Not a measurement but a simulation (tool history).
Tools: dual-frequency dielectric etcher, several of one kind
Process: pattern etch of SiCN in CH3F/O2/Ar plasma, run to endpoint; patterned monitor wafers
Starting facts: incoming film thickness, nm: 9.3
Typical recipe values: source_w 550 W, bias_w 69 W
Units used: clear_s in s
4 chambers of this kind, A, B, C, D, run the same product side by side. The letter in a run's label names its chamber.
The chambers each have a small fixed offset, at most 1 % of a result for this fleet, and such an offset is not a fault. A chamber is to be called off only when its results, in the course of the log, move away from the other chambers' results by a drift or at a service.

Run 1A, hour 8.8: usual settings. Result: clear_s 22.307 s.
Run 2D, hour 17.1: usual settings. Result: clear_s 22.214 s.
Run 3C, hour 28.5: usual settings. Result: clear_s 22.205 s.
Run 4B, hour 39.1: usual settings. Result: clear_s 22.152 s.
Run 5A, hour 45.4: usual settings. Result: clear_s 22.661 s.
Run 6C, hour 56.1: usual settings. Result: clear_s 22.333 s.
Run 7D, hour 66.5: usual settings. Result: clear_s 22.302 s.
Run 8B, hour 77.6: usual settings. Result: clear_s 22.202 s.
Run 9D, hour 85.8: usual settings. Result: clear_s 22.222 s.
Run 10A, hour 95.8: usual settings. Result: clear_s 22.462 s.
Run 11C, hour 101.5: usual settings. Result: clear_s 22.384 s.
Run 12B, hour 108.1: usual settings. Result: clear_s 22.368 s.
Run 13C, hour 119.4: usual settings. Result: clear_s 22.553 s.
At hour 124.4: chamber C: wet clean of the chamber.
Run 14D, hour 129.8: usual settings. Result: clear_s 22.018 s.
At hour 137.6: chamber A: wet clean of the chamber.
Run 15B, hour 139.1: usual settings. Result: clear_s 22.265 s.
Run 16A, hour 145.3: usual settings but source_w 640 W, bias_w 63 W. Result: clear_s 22.610 s.
Run 17C, hour 155.0: usual settings but source_w 640 W, bias_w 63 W. Result: clear_s 21.718 s.
Run 18B, hour 160.6: usual settings but source_w 640 W, bias_w 63 W. Result: clear_s 21.819 s.
Run 19D, hour 168.3: usual settings but source_w 640 W, bias_w 63 W. Result: clear_s 21.532 s.
Run 20A, hour 179.0: usual settings. Result: clear_s 23.211 s.
Run 21A, hour 187.2: usual settings but source_w 680 W, bias_w 59 W. Result: clear_s 22.471 s.
At hour 187.8: chamber D: wet clean of the chamber.
Run 22C, hour 197.8: usual settings but source_w 680 W, bias_w 59 W. Result: clear_s 21.670 s.
Run 23D, hour 207.0: usual settings but source_w 680 W, bias_w 59 W. Result: clear_s 21.303 s.
Run 24B, hour 219.1: usual settings but source_w 680 W, bias_w 59 W. Result: clear_s 21.688 s.
Run 25C, hour 231.2: usual settings. Result: clear_s 22.476 s.
Run 26B, hour 240.3: usual settings. Result: clear_s 22.418 s.
Run 27D, hour 246.0: usual settings. Result: clear_s 22.120 s.
Run 28A, hour 257.4: usual settings. Result: clear_s 23.372 s.
Run 29A, hour 268.1: usual settings. Result: clear_s 22.940 s.
Run 30C, hour 279.5: usual settings. Result: clear_s 22.417 s.
Run 31B, hour 289.8: usual settings. Result: clear_s 22.160 s.
Run 32D, hour 296.6: usual settings. Result: clear_s 22.179 s.
Run 33D, hour 307.1: usual settings. Result: clear_s 22.256 s.

For the next run the whole fleet of 4 chambers uses the same settings. Give each chamber's results:
Run 34A, hour 316.0: usual settings but bias_w 62 W. Result: clear_s ?.
Run 34B, hour 316.0: usual settings but bias_w 62 W. Result: clear_s ?.
Run 34C, hour 316.0: usual settings but bias_w 62 W. Result: clear_s ?.
Run 34D, hour 316.0: usual settings but bias_w 62 W. Result: clear_s ?.

run  clear_s
34A   24.038
34B   23.256
34C   23.122
34D   22.938
